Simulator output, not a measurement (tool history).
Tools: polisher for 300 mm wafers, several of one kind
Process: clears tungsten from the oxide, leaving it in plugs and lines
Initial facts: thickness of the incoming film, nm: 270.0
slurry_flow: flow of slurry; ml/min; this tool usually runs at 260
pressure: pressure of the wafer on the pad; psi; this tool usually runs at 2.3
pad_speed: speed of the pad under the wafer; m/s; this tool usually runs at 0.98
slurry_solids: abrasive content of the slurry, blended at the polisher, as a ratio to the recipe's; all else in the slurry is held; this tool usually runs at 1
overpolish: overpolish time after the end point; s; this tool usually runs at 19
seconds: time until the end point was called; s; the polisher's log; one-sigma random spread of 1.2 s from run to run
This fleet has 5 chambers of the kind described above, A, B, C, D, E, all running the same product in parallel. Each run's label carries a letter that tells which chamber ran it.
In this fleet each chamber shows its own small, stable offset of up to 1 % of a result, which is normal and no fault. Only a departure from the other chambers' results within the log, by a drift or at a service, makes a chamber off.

{"day": 0.175, "done": "chamber A: slurry blender recalibrated"}
{"run": "1D", "day": 0.479, "slurry_flow": 260, "pressure": 2.3, "pad_speed": 0.98, "slurry_solids": 1, "overpolish": 19, "seconds": 80.781}
{"run": "2E", "day": 0.8, "slurry_flow": 260, "pressure": 2.3, "pad_speed": 0.98, "slurry_solids": 1, "overpolish": 19, "seconds": 80.604}
{"day": 1.021, "done": "chamber D: slurry tank refilled with fresh slurry and peroxide"}
{"run": "3B", "day": 1.279, "slurry_flow": 260, "pressure": 2.3, "pad_speed": 0.98, "slurry_solids": 1, "overpolish": 19, "seconds": 82.178}
{"day": 1.392, "done": "chamber A: slurry tank refilled with fresh slurry and peroxide"}
{"run": "4C", "day": 1.712, "slurry_flow": 260, "pressure": 2.3, "pad_speed": 0.98, "slurry_solids": 1, "overpolish": 19, "seconds": 82.384}
{"day": 2.104, "done": "chamber D: slurry blender recalibrated"}
{"run": "5A", "day": 2.108, "slurry_flow": 260, "pressure": 2.3, "pad_speed": 0.98, "slurry_solids": 1, "overpolish": 19, "seconds": 79.461}
{"run": "6E", "day": 2.371, "slurry_flow": 260, "pressure": 1.6, "pad_speed": 0.98, "slurry_solids": 1, "overpolish": 19, "seconds": 119.23}
{"day": 2.583, "done": "chamber B: slurry tank refilled with fresh slurry and peroxide"}
{"run": "7C", "day": 2.954, "slurry_flow": 260, "pressure": 1.6, "pad_speed": 0.98, "slurry_solids": 1, "overpolish": 19, "seconds": 119.71}
{"day": 3.212, "done": "chamber C: slurry tank refilled with fresh slurry and peroxide"}
{"run": "8A", "day": 3.458, "slurry_flow": 260, "pressure": 1.6, "pad_speed": 0.98, "slurry_solids": 1, "overpolish": 19, "seconds": 117.04}
{"day": 3.529, "done": "chamber D: slurry tank refilled with fresh slurry and peroxide"}
{"day": 3.725, "done": "chamber D: head pressure recalibrated"}
{"run": "9D", "day": 3.75, "slurry_flow": 260, "pressure": 1.6, "pad_speed": 0.98, "slurry_solids": 1, "overpolish": 19, "seconds": 117.12}
{"day": 4.067, "done": "chamber A: slurry nozzle cleaned"}
{"run": "10B", "day": 4.175, "slurry_flow": 260, "pressure": 1.6, "pad_speed": 0.98, "slurry_solids": 1, "overpolish": 19, "seconds": 119.52}
{"day": 4.521, "done": "chamber D: worn pad replaced by a new one"}
{"run": "11B", "day": 4.683, "slurry_flow": 260, "pressure": 2.3, "pad_speed": 0.98, "slurry_solids": 1, "overpolish": 19, "seconds": 81.529}
{"day": 4.696, "done": "chamber B: slurry nozzle cleaned"}
{"day": 4.75, "done": "chamber D: slurry nozzle cleaned"}
{"run": "12A", "day": 5.033, "slurry_flow": 260, "pressure": 2.3, "pad_speed": 0.98, "slurry_solids": 1, "overpolish": 19, "seconds": 81.025}
{"day": 5.233, "done": "chamber B: worn pad replaced by a new one"}
{"day": 5.333, "done": "chamber A: head pressure recalibrated"}
{"run": "13D", "day": 5.408, "slurry_flow": 260, "pressure": 2.3, "pad_speed": 0.98, "slurry_solids": 1, "overpolish": 19, "seconds": 81.76}
{"day": 5.429, "done": "chamber B: slurry tank refilled with fresh slurry and peroxide"}
{"day": 5.504, "done": "chamber A: worn pad replaced by a new one"}
{"day": 5.546, "done": "chamber C: worn pad replaced by a new one"}
{"day": 5.671, "done": "chamber B: slurry blender recalibrated"}
{"run": "14E", "day": 5.762, "slurry_flow": 260, "pressure": 2.3, "pad_speed": 0.98, "slurry_solids": 1, "overpolish": 19, "seconds": 83.411}
{"run": "15C", "day": 6.238, "slurry_flow": 260, "pressure": 2.3, "pad_speed": 0.98, "slurry_solids": 1, "overpolish": 11, "seconds": 78.829}
{"day": 6.254, "done": "chamber D: slurry tank refilled with fresh slurry and peroxide"}
{"run": "16A", "day": 6.688, "slurry_flow": 260, "pressure": 2.3, "pad_speed": 0.98, "slurry_solids": 1, "overpolish": 11, "seconds": 83.784}
{"day": 7.021, "done": "chamber C: slurry tank refilled with fresh slurry and peroxide"}
{"run": "17C", "day": 7.133, "slurry_flow": 260, "pressure": 2.3, "pad_speed": 0.98, "slurry_solids": 1, "overpolish": 11, "seconds": 81.465}
{"day": 7.275, "done": "chamber A: slurry tank refilled with fresh slurry and peroxide"}
{"run": "18B", "day": 7.429, "slurry_flow": 260, "pressure": 2.3, "pad_speed": 0.98, "slurry_solids": 1, "overpolish": 11, "seconds": 82.804}
{"day": 7.833, "done": "chamber E: slurry blender recalibrated"}
{"run": "19E", "day": 7.971, "slurry_flow": 260, "pressure": 2.3, "pad_speed": 0.98, "slurry_solids": 1, "overpolish": 11, "seconds": 85.826}
{"day": 8.146, "done": "chamber B: slurry tank refilled with fresh slurry and peroxide"}
{"day": 8.308, "done": "chamber E: worn pad replaced by a new one"}
{"day": 8.354, "done": "chamber D: slurry blender recalibrated"}
{"run": "20D", "day": 8.55, "slurry_flow": 260, "pressure": 2.3, "pad_speed": 0.98, "slurry_solids": 1, "overpolish": 19, "seconds": 82.24}
{"run": "21E", "day": 8.929, "slurry_flow": 260, "pressure": 2.3, "pad_speed": 0.98, "slurry_solids": 1, "overpolish": 19, "seconds": 85.89}
{"day": 9.046, "done": "chamber D: slurry tank refilled with fresh slurry and peroxide"}
{"run": "22A", "day": 9.4, "slurry_flow": 260, "pressure": 2.3, "pad_speed": 0.98, "slurry_solids": 1, "overpolish": 19, "seconds": 81.899}
{"day": 9.612, "done": "chamber C: slurry nozzle cleaned"}
{"run": "23C", "day": 9.858, "slurry_flow": 260, "pressure": 2.3, "pad_speed": 0.98, "slurry_solids": 0.9, "overpolish": 19, "seconds": 84.404}
{"run": "24D", "day": 10.333, "slurry_flow": 260, "pressure": 2.3, "pad_speed": 0.98, "slurry_solids": 0.9, "overpolish": 19, "seconds": 85.58}
{"day": 10.421, "done": "chamber C: slurry tank refilled with fresh slurry and peroxide"}
{"run": "25B", "day": 10.817, "slurry_flow": 260, "pressure": 2.3, "pad_speed": 0.98, "slurry_solids": 0.9, "overpolish": 19, "seconds": 82.989}
{"day": 11.042, "done": "chamber B: slurry tank refilled with fresh slurry and peroxide"}
{"run": "26C", "day": 11.392, "slurry_flow": 260, "pressure": 2.3, "pad_speed": 0.98, "slurry_solids": 0.9, "overpolish": 19, "seconds": 84.436}
{"run": "27D", "day": 11.721, "slurry_flow": 260, "pressure": 2.3, "pad_speed": 0.98, "slurry_solids": 0.9, "overpolish": 19, "seconds": 84.46}
{"run": "28E", "day": 12.242, "slurry_flow": 260, "pressure": 2.3, "pad_speed": 0.98, "slurry_solids": 1, "overpolish": 19, "seconds": 93.68}
{"day": 12.246, "done": "chamber B: worn pad replaced by a new one"}
{"day": 12.338, "done": "chamber E: slurry nozzle cleaned"}
{"run": "29A", "day": 12.621, "slurry_flow": 260, "pressure": 2.3, "pad_speed": 0.98, "slurry_solids": 1, "overpolish": 19, "seconds": 82.126}
{"day": 13.021, "done": "chamber B: slurry blender recalibrated"}
{"run": "30B", "day": 13.071, "slurry_flow": 260, "pressure": 2.3, "pad_speed": 0.98, "slurry_solids": 1, "overpolish": 19, "seconds": 81.329}
{"run": "31E", "day": 13.596, "slurry_flow": 260, "pressure": 2.3, "pad_speed": 0.98, "slurry_solids": 1, "overpolish": 19, "seconds": 96.88}

Which is it: a chamber that has drifted or been left off by a service, a gauge drift common to all chambers, or only each chamber's usual small offset? If a chamber is off, name it and its likeliest cause.

One chamber, E, drifts off from the rest bit by bit.
Likeliest cause: peroxide lost from the slurry, % = 37.5.

Here are 4 candidates for chamber E's next run, each the usual settings with a change, their results left as question marks. Which one brings its results back in line with what the others give on the usual settings?
To be in line, a result may differ from the other chambers' mean on the usual settings by at most: seconds 4.2 s
{"run": "32E-1", "day": 14.012, "slurry_flow": 260, "pressure": 2.4, "pad_speed": 1.02, "slurry_solids": 1, "overpolish": 19, "seconds": "?"}
{"run": "32E-2", "day": 14.012, "slurry_flow": 260, "pressure": 2.5, "pad_speed": 1.06, "slurry_solids": 1, "overpolish": 19, "seconds": "?"}
{"run": "32E-3", "day": 14.012, "slurry_flow": 260, "pressure": 2.2, "pad_speed": 0.94, "slurry_solids": 1, "overpolish": 19, "seconds": "?"}
{"run": "32E-4", "day": 14.012, "slurry_flow": 165, "pressure": 2.3, "pad_speed": 0.98, "slurry_solids": 0.6, "overpolish": 19, "seconds": "?"}

Other chambers, usual settings, mean: seconds 82.087 s
run=32E-1 seconds=90.563
run=32E-2 seconds=83.67
run=32E-3 seconds=107.17
run=32E-4 seconds=117.07
32E-2 is the one that brings the chamber's results back in line with the other chambers.
